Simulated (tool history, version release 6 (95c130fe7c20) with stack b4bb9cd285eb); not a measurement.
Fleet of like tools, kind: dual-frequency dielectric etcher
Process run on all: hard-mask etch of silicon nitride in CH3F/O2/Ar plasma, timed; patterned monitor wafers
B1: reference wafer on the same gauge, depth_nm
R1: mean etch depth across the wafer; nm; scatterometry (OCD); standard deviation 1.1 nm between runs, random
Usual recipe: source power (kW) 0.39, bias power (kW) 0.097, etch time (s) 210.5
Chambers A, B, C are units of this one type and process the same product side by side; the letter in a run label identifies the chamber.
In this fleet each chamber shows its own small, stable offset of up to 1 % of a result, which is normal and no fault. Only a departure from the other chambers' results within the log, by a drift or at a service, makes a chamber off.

run 1B day=0.275 | source_power_(kW)=0.39 bias_power_(kW)=0.097 etch_time_(s)=210.5 | B1=144.85 | R1=162.56
run 2A day=0.467 | source_power_(kW)=0.39 bias_power_(kW)=0.097 etch_time_(s)=210.5 | B1=145.19 | R1=160.22
run 3C day=0.838 | source_power_(kW)=0.39 bias_power_(kW)=0.097 etch_time_(s)=210.5 | B1=145.03 | R1=163.58
run 4C day=1.171 | source_power_(kW)=0.39 bias_power_(kW)=0.097 etch_time_(s)=210.5 | B1=144.79 | R1=162.63
-- day=1.25 chamber B: wet clean of the chamber
run 5A day=1.442 | source_power_(kW)=0.39 bias_power_(kW)=0.097 etch_time_(s)=210.5 | B1=145.07 | R1=161.4
run 6B day=1.712 | source_power_(kW)=0.39 bias_power_(kW)=0.097 etch_time_(s)=210.5 | B1=145.02 | R1=162.75
run 7A day=1.933 | source_power_(kW)=0.39 bias_power_(kW)=0.097 etch_time_(s)=210.5 | B1=144.94 | R1=159.52
run 8C day=2.188 | source_power_(kW)=0.47 bias_power_(kW)=0.097 etch_time_(s)=258.5 | B1=144.98 | R1=215.77
-- day=2.258 chamber C: wet clean of the chamber
run 9B day=2.429 | source_power_(kW)=0.47 bias_power_(kW)=0.097 etch_time_(s)=258.5 | B1=145.18 | R1=217.91
run 10A day=2.683 | source_power_(kW)=0.47 bias_power_(kW)=0.097 etch_time_(s)=258.5 | B1=145.19 | R1=211.45
run 11C day=2.983 | source_power_(kW)=0.39 bias_power_(kW)=0.097 etch_time_(s)=210.5 | B1=145.03 | R1=170.89
run 12B day=3.192 | source_power_(kW)=0.39 bias_power_(kW)=0.097 etch_time_(s)=210.5 | B1=145.09 | R1=163.37
run 13A day=3.425 | source_power_(kW)=0.39 bias_power_(kW)=0.097 etch_time_(s)=210.5 | B1=144.75 | R1=160.87
run 14B day=3.617 | source_power_(kW)=0.39 bias_power_(kW)=0.097 etch_time_(s)=210.5 | B1=145.32 | R1=164.37
run 15C day=4.004 | source_power_(kW)=0.39 bias_power_(kW)=0.097 etch_time_(s)=210.5 | B1=144.91 | R1=171.54
run 16A day=4.246 | source_power_(kW)=0.39 bias_power_(kW)=0.097 etch_time_(s)=210.5 | B1=144.84 | R1=161.37
run 17C day=4.608 | source_power_(kW)=0.39 bias_power_(kW)=0.097 etch_time_(s)=210.5 | B1=144.92 | R1=171.85
run 18B day=4.875 | source_power_(kW)=0.39 bias_power_(kW)=0.097 etch_time_(s)=210.5 | B1=144.97 | R1=163.33
run 19B day=5.096 | source_power_(kW)=0.39 bias_power_(kW)=0.097 etch_time_(s)=210.5 | B1=145.02 | R1=162.99
run 20C day=5.371 | source_power_(kW)=0.43 bias_power_(kW)=0.097 etch_time_(s)=272 | B1=144.83 | R1=231.06
run 21A day=5.708 | source_power_(kW)=0.43 bias_power_(kW)=0.097 etch_time_(s)=272 | B1=144.76 | R1=213.51
run 22B day=5.958 | source_power_(kW)=0.43 bias_power_(kW)=0.097 etch_time_(s)=272 | B1=145.3 | R1=217.82
run 23A day=6.154 | source_power_(kW)=0.39 bias_power_(kW)=0.097 etch_time_(s)=210.5 | B1=145.24 | R1=161.99
run 24C day=6.358 | source_power_(kW)=0.39 bias_power_(kW)=0.097 etch_time_(s)=210.5 | B1=144.76 | R1=171.77
run 25A day=6.571 | source_power_(kW)=0.39 bias_power_(kW)=0.097 etch_time_(s)=210.5 | B1=145.19 | R1=160.33
run 26B day=6.767 | source_power_(kW)=0.39 bias_power_(kW)=0.097 etch_time_(s)=210.5 | B1=144.92 | R1=163.24

Is one chamber out of step, is the gauge drifting, or do the chambers differ by no more than their own small offsets? For an off chamber, give its letter and the likeliest cause.

Chamber C came out of a service off from its peers and stayed that way.
Cause: etch rate over this chamber's usual, % = 5.13.

Which of the 4 candidates below, each the usual settings with something changed and its results left as question marks, puts chamber C back in line with what the other chambers give on the usual settings?
Allowed miss from the other chambers' usual-settings mean, per result, to count as in line: R1 3.8 nm
run 27C-1 day=7.058 | source_power_(kW)=0.39 bias_power_(kW)=0.095 etch_time_(s)=191.5 | R1=?
run 27C-2 day=7.058 | source_power_(kW)=0.39 bias_power_(kW)=0.098 etch_time_(s)=220 | R1=?
run 27C-3 day=7.058 | source_power_(kW)=0.39 bias_power_(kW)=0.097 etch_time_(s)=199 | R1=?
run 27C-4 day=7.058 | source_power_(kW)=0.39 bias_power_(kW)=0.099 etch_time_(s)=229.5 | R1=?

Mean of the other chambers on the usual settings: R1 161.78 nm
run=27C-1 R1=154.44
run=27C-2 R1=179.46
run=27C-3 R1=161.72
run=27C-4 R1=187.91
With 27C-3, the chamber falls back in line with the rest.
